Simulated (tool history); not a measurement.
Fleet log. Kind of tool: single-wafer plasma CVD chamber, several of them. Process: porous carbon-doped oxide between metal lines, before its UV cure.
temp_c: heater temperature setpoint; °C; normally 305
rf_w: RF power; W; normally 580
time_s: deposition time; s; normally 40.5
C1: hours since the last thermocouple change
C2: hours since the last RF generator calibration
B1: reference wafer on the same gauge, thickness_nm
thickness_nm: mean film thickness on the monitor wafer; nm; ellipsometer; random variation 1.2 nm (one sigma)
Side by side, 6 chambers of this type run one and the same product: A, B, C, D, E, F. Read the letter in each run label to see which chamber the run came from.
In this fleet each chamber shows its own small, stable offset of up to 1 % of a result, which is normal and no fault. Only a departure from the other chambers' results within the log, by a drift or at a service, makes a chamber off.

{"run": "1C", "hour": 4.5, "temp_c": 305, "rf_w": 580, "time_s": 40.5, "C1": 2025.9, "C2": 287.6, "B1": 199.12, "thickness_nm": 233.43}
{"run": "2E", "hour": 10.4, "temp_c": 305, "rf_w": 580, "time_s": 40.5, "C1": 229, "C2": 1144.5, "B1": 198.81, "thickness_nm": 235.27}
{"run": "3A", "hour": 16.2, "temp_c": 305, "rf_w": 580, "time_s": 40.5, "C1": 784.8, "C2": 1219.1, "B1": 198.95, "thickness_nm": 234.02}
{"run": "4B", "hour": 23.6, "temp_c": 305, "rf_w": 580, "time_s": 40.5, "C1": 1081.8, "C2": 163.6, "B1": 198.77, "thickness_nm": 234.75}
{"run": "5F", "hour": 30.6, "temp_c": 305, "rf_w": 580, "time_s": 40.5, "C1": 909.8, "C2": 1634.4, "B1": 199.05, "thickness_nm": 233.88}
{"run": "6D", "hour": 37.4, "temp_c": 311, "rf_w": 510, "time_s": 40.5, "C1": 447.4, "C2": 963.8, "B1": 199.16, "thickness_nm": 205.9}
{"run": "7F", "hour": 41.6, "temp_c": 311, "rf_w": 510, "time_s": 40.5, "C1": 920.8, "C2": 1645.4, "B1": 198.98, "thickness_nm": 206.01}
{"run": "8C", "hour": 46.4, "temp_c": 311, "rf_w": 510, "time_s": 40.5, "C1": 2067.8, "C2": 329.5, "B1": 198.89, "thickness_nm": 207.38}
{"run": "9D", "hour": 55.4, "temp_c": 311, "rf_w": 510, "time_s": 40.5, "C1": 465.4, "C2": 981.8, "B1": 199.15, "thickness_nm": 204.61}
{"run": "10A", "hour": 63.1, "temp_c": 311, "rf_w": 510, "time_s": 40.5, "C1": 831.7, "C2": 1266, "B1": 199.23, "thickness_nm": 211.4}
{"run": "11E", "hour": 68.9, "temp_c": 311, "rf_w": 510, "time_s": 40.5, "C1": 287.5, "C2": 1203, "B1": 198.7, "thickness_nm": 208.26}
{"run": "12B", "hour": 73.2, "temp_c": 305, "rf_w": 580, "time_s": 32.7, "C1": 1131.4, "C2": 213.2, "B1": 198.87, "thickness_nm": 190.4}
{"run": "13E", "hour": 78.3, "temp_c": 305, "rf_w": 580, "time_s": 32.7, "C1": 296.9, "C2": 1212.4, "B1": 198.89, "thickness_nm": 189.12}
{"run": "14B", "hour": 87.1, "temp_c": 305, "rf_w": 580, "time_s": 32.7, "C1": 1145.3, "C2": 227.1, "B1": 198.93, "thickness_nm": 190.64}
{"run": "15C", "hour": 92.3, "temp_c": 305, "rf_w": 580, "time_s": 32.7, "C1": 2113.7, "C2": 375.4, "B1": 198.9, "thickness_nm": 190.74}
{"run": "16F", "hour": 100.1, "temp_c": 305, "rf_w": 580, "time_s": 32.7, "C1": 979.3, "C2": 1703.9, "B1": 199.08, "thickness_nm": 189.64}
{"hour": 106.2, "done": "chamber F: thermocouple changed; heater temperature recalibrated"}
{"run": "17D", "hour": 108.5, "temp_c": 305, "rf_w": 580, "time_s": 32.7, "C1": 518.5, "C2": 1034.9, "B1": 199.1, "thickness_nm": 188.15}
{"run": "18A", "hour": 116.6, "temp_c": 294, "rf_w": 530, "time_s": 40.5, "C1": 885.2, "C2": 1319.5, "B1": 198.87, "thickness_nm": 235.15}
{"run": "19E", "hour": 125.0, "temp_c": 294, "rf_w": 530, "time_s": 40.5, "C1": 343.6, "C2": 1259.1, "B1": 198.86, "thickness_nm": 233.83}
{"run": "20C", "hour": 133.6, "temp_c": 294, "rf_w": 530, "time_s": 40.5, "C1": 2155, "C2": 416.7, "B1": 198.78, "thickness_nm": 234.9}
{"run": "21F", "hour": 137.9, "temp_c": 294, "rf_w": 530, "time_s": 40.5, "C1": 31.8, "C2": 1741.7, "B1": 199.01, "thickness_nm": 225.11}
{"run": "22A", "hour": 146.2, "temp_c": 294, "rf_w": 530, "time_s": 40.5, "C1": 914.8, "C2": 1349.1, "B1": 199.44, "thickness_nm": 235.65}
{"run": "23B", "hour": 153.1, "temp_c": 294, "rf_w": 530, "time_s": 40.5, "C1": 1211.3, "C2": 293.1, "B1": 199.12, "thickness_nm": 235}
{"run": "24D", "hour": 162.3, "temp_c": 305, "rf_w": 480, "time_s": 40.5, "C1": 572.3, "C2": 1088.7, "B1": 198.97, "thickness_nm": 201.86}
{"run": "25A", "hour": 168.1, "temp_c": 305, "rf_w": 480, "time_s": 40.5, "C1": 936.7, "C2": 1371, "B1": 198.92, "thickness_nm": 208.88}
{"run": "26C", "hour": 175.5, "temp_c": 305, "rf_w": 480, "time_s": 40.5, "C1": 2196.9, "C2": 458.6, "B1": 198.89, "thickness_nm": 204.29}
{"run": "27E", "hour": 181.4, "temp_c": 305, "rf_w": 480, "time_s": 40.5, "C1": 400, "C2": 1315.5, "B1": 199.17, "thickness_nm": 206.37}
{"run": "28D", "hour": 186.6, "temp_c": 305, "rf_w": 480, "time_s": 40.5, "C1": 596.6, "C2": 1113, "B1": 198.89, "thickness_nm": 201.83}
{"run": "29B", "hour": 193.0, "temp_c": 305, "rf_w": 480, "time_s": 40.5, "C1": 1251.2, "C2": 333, "B1": 199.16, "thickness_nm": 206.17}
{"run": "30F", "hour": 197.4, "temp_c": 305, "rf_w": 580, "time_s": 40.5, "C1": 91.3, "C2": 1801.2, "B1": 199.06, "thickness_nm": 224.66}
{"run": "31F", "hour": 204.4, "temp_c": 311, "rf_w": 580, "time_s": 40.5, "C1": 98.3, "C2": 1808.2, "B1": 199.17, "thickness_nm": 218.97}
{"run": "32D", "hour": 209.6, "temp_c": 311, "rf_w": 580, "time_s": 40.5, "C1": 619.6, "C2": 1136, "B1": 198.95, "thickness_nm": 222.94}
{"run": "33A", "hour": 215.3, "temp_c": 311, "rf_w": 580, "time_s": 40.5, "C1": 983.9, "C2": 1418.2, "B1": 199.26, "thickness_nm": 228.27}
{"run": "34E", "hour": 224.0, "temp_c": 311, "rf_w": 580, "time_s": 40.5, "C1": 442.6, "C2": 1358.1, "B1": 198.66, "thickness_nm": 225.95}
{"run": "35B", "hour": 231.6, "temp_c": 311, "rf_w": 580, "time_s": 40.5, "C1": 1289.8, "C2": 371.6, "B1": 198.94, "thickness_nm": 228.6}
{"run": "36C", "hour": 240.7, "temp_c": 311, "rf_w": 580, "time_s": 40.5, "C1": 2262.1, "C2": 523.8, "B1": 198.9, "thickness_nm": 226.53}
{"run": "37B", "hour": 246.7, "temp_c": 305, "rf_w": 580, "time_s": 40.5, "C1": 1304.9, "C2": 386.7, "B1": 198.95, "thickness_nm": 233.77}
{"run": "38F", "hour": 252.4, "temp_c": 305, "rf_w": 580, "time_s": 40.5, "C1": 146.3, "C2": 1856.2, "B1": 198.98, "thickness_nm": 226.2}

Predict what each chamber gives when all 6 of them run the settings below next.
{"run": "39A", "hour": 259.1, "temp_c": 305, "rf_w": 580, "time_s": 40.5, "thickness_nm": "?"}
{"run": "39B", "hour": 259.1, "temp_c": 305, "rf_w": 580, "time_s": 40.5, "thickness_nm": "?"}
{"run": "39C", "hour": 259.1, "temp_c": 305, "rf_w": 580, "time_s": 40.5, "thickness_nm": "?"}
{"run": "39D", "hour": 259.1, "temp_c": 305, "rf_w": 580, "time_s": 40.5, "thickness_nm": "?"}
{"run": "39E", "hour": 259.1, "temp_c": 305, "rf_w": 580, "time_s": 40.5, "thickness_nm": "?"}
{"run": "39F", "hour": 259.1, "temp_c": 305, "rf_w": 580, "time_s": 40.5, "thickness_nm": "?"}

run=39A thickness_nm=234.53
run=39B thickness_nm=233.13
run=39C thickness_nm=231.35
run=39D thickness_nm=232.92
run=39E thickness_nm=233.76
run=39F thickness_nm=229.06
